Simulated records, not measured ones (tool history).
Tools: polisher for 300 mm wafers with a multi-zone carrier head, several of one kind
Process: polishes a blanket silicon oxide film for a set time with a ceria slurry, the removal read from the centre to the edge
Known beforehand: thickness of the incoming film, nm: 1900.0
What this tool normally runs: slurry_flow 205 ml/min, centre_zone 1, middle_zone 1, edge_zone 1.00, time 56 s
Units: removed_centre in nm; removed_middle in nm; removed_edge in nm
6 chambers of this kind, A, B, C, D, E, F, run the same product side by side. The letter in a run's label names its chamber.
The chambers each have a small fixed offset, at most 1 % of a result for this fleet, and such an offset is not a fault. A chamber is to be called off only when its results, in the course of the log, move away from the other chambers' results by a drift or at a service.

run   hour  slurry_flow  centre_zone  middle_zone  edge_zone  time  wafers polished on this pad  hours since the slurry nozzle was cleaned  hours since the centre zone pressure was calibrated  hours since the edge zone pressure was calibrated  removed_centre  removed_middle  removed_edge
       2.0  -- chamber D: slurry nozzle cleaned
 1D    3.7          205            1            1       1.00    56                          449                                        1.8                                               1007.7                                              293.6          416.41          430.31        424.96
 2F    5.6          205            1            1       1.00    56                          505                                      239.5                                                601.4                                              197.3          421.83          427.94        413.24
 3E    7.9          205            1            1       1.00    56                          391                                      130.8                                                886.1                                              391.0          423.01          421.84        412.62
 4C   11.7          205            1            1       1.00    56                         1038                                       49.1                                                435.3                                              549.2          426.73          414.81        415.03
      14.4  -- chamber F: worn pad replaced by a new one
 5B   15.6          205            1            1       1.00    56                          401                                      629.1                                                 69.4                                              397.4          413.02          427.85        425.00
 6A   18.6          205            1            1       1.00    56                          921                                      176.8                                                178.0                                             1579.4          427.64          417.80        429.85
 7C   21.3          175            1            1       1.00    56                         1159                                       58.7                                                444.9                                              558.8          410.23          416.69        416.00
 8F   23.2          175            1            1       1.00    56                          111                                      257.1                                                619.0                                              214.9          405.71          407.95        410.89
 9E   26.1          175            1            1       1.00    56                          620                                      149.0                                                904.3                                              409.2          405.79          414.37        421.36
10D   28.2          175            1            1       1.00    56                          758                                       26.3                                               1032.2                                              318.1          410.33          416.64        420.84
11B   30.2          175            1            1       1.00    56                          585                                      643.7                                                 84.0                                              412.0          405.00          411.24        415.99
12A   32.3          175            1            1       1.00    56                         1094                                      190.5                                                191.7                                             1593.1          412.53          414.77        407.96
      34.3  -- chamber E: worn pad replaced by a new one
13C   34.8          205            1            1       1.00    56                         1329                                       72.2                                                458.4                                              572.3          425.72          421.17        429.83
14E   37.9          205            1            1       1.00    56                           46                                      160.8                                                916.1                                              421.0          419.31          420.41        413.08
15B   40.3          205            1            1       1.00    56                          712                                      653.8                                                 94.1                                              422.1          424.98          415.55        416.33
      43.0  -- chamber A: edge zone pressure recalibrated
16F   44.0          205            1            1       1.00    56                          373                                      277.9                                                639.8                                              235.7          421.33          425.08        416.28
17D   47.6          205            1            1       1.00    56                         1003                                       45.7                                               1051.6                                              337.5          425.92          424.97        417.17
      47.7  -- chamber C: worn pad replaced by a new one
18A   50.6          205            1            1       1.00    56                         1324                                      208.8                                                210.0                                                7.7          421.90          425.94        416.17
19C   52.8          205            1            1       1.00    56                           64                                       90.2                                                476.4                                              590.3          421.67          421.07        426.10
20B   54.7          205            1            1       1.00    56                          894                                      668.2                                                108.5                                              436.5          407.83          421.68        425.15
      55.7  -- chamber D: edge zone pressure recalibrated
21E   56.8          205            1            1       1.00    56                          284                                      179.7                                                935.0                                              439.9          424.29          421.60        416.92
      59.0  -- chamber A: worn pad replaced by a new one
22A   59.6          205            1            1       1.00    56                            7                                      217.8                                                219.0                                               16.7          421.67          417.97        418.64
23F   62.0          205            1            1       1.00    56                          600                                      295.9                                                657.8                                              253.7          419.98          422.32        415.42
      65.5  -- chamber B: worn pad replaced by a new one
24D   65.5          205            1            1       1.00    56                         1228                                       63.6                                               1069.5                                                9.9          413.30          422.53        417.70
25A   69.2          205            1            1       1.00    56                          128                                      227.4                                                228.6                                               26.3          429.65          428.84        418.36
      69.9  -- chamber F: centre zone pressure recalibrated
      70.7  -- chamber F: worn pad replaced by a new one
26E   72.7          205            1            1       1.00    56                          485                                      195.6                                                950.9                                              455.8          424.48          421.64        431.68
27F   76.5          205            1            1       1.05    56                           73                                      310.4                                                  6.6                                              268.2          424.95          427.68        431.95
28D   80.4          205            1            1       1.05    56                         1416                                       78.5                                               1084.4                                               24.8          410.57          406.07        420.79
29B   83.8          205            1            1       1.05    56                          231                                      697.3                                                137.6                                              465.6          422.19          415.04        434.64
30C   85.8          205            1            1       1.05    56                          480                                      123.2                                                509.4                                              623.3          428.32          418.56        434.98
31D   89.4          205            1            1       1.05    56                         1529                                       87.5                                               1093.4                                               33.8          401.88          394.87        415.32
      91.2  -- chamber E: worn pad replaced by a new one
32E   93.5          205            1            1       1.05    56                           30                                      216.4                                                971.7                                              476.6          422.43          418.95        433.00
      94.2  -- chamber B: slurry nozzle cleaned
33F   97.0          205            1            1       1.00    56                          331                                      330.9                                                 27.1                                              288.7          437.53          419.78        412.23
34B   99.1          205            1            1       1.00    56                          424                                        4.9                                                152.9                                              480.9          418.03          423.96        418.15
35A  101.0          205            1            1       1.00    56                          529                                      259.2                                                260.4                                               58.1          419.74          421.35        430.06
36C  103.6          205            1            1       1.00    56                          705                                      141.0                                                527.2                                              641.1          418.58          416.39        423.22
37F  107.3          205            1            1       1.00    56                          461                                      341.2                                                 37.4                                              299.0          424.10          425.24        413.34
38A  110.0          205            1            1       1.00    56                          643                                      268.2                                                269.4                                               67.1          421.96          419.11        423.00
39C  114.0          205            1            1       1.00    56                          836                                      151.4                                                537.6                                              651.5          422.94          411.84        416.06
40D  116.4          205            1            1       1.00    56                         1870                                      114.5                                               1120.4                                               60.8          371.26          380.98        376.19

Each of the 6 chambers runs these same settings next. Fill in every chamber's results:
41A  119.4          250            1            1       1.00    56                                                                                                                                                                                               ?               ?             ?
41B  119.4          250            1            1       1.00    56                                                                                                                                                                                               ?               ?             ?
41C  119.4          250            1            1       1.00    56                                                                                                                                                                                               ?               ?             ?
41D  119.4          250            1            1       1.00    56                                                                                                                                                                                               ?               ?             ?
41E  119.4          250            1            1       1.00    56                                                                                                                                                                                               ?               ?             ?
41F  119.4          250            1            1       1.00    56                                                                                                                                                                                               ?               ?             ?

run  removed_centre  removed_middle  removed_edge
41A          434.49          433.21        428.33
41B          430.53          429.59        420.52
41C          452.44          436.01        425.85
41D          392.11          395.26        389.48
41E          431.80          429.87        423.90
41F          443.06          433.28        414.75
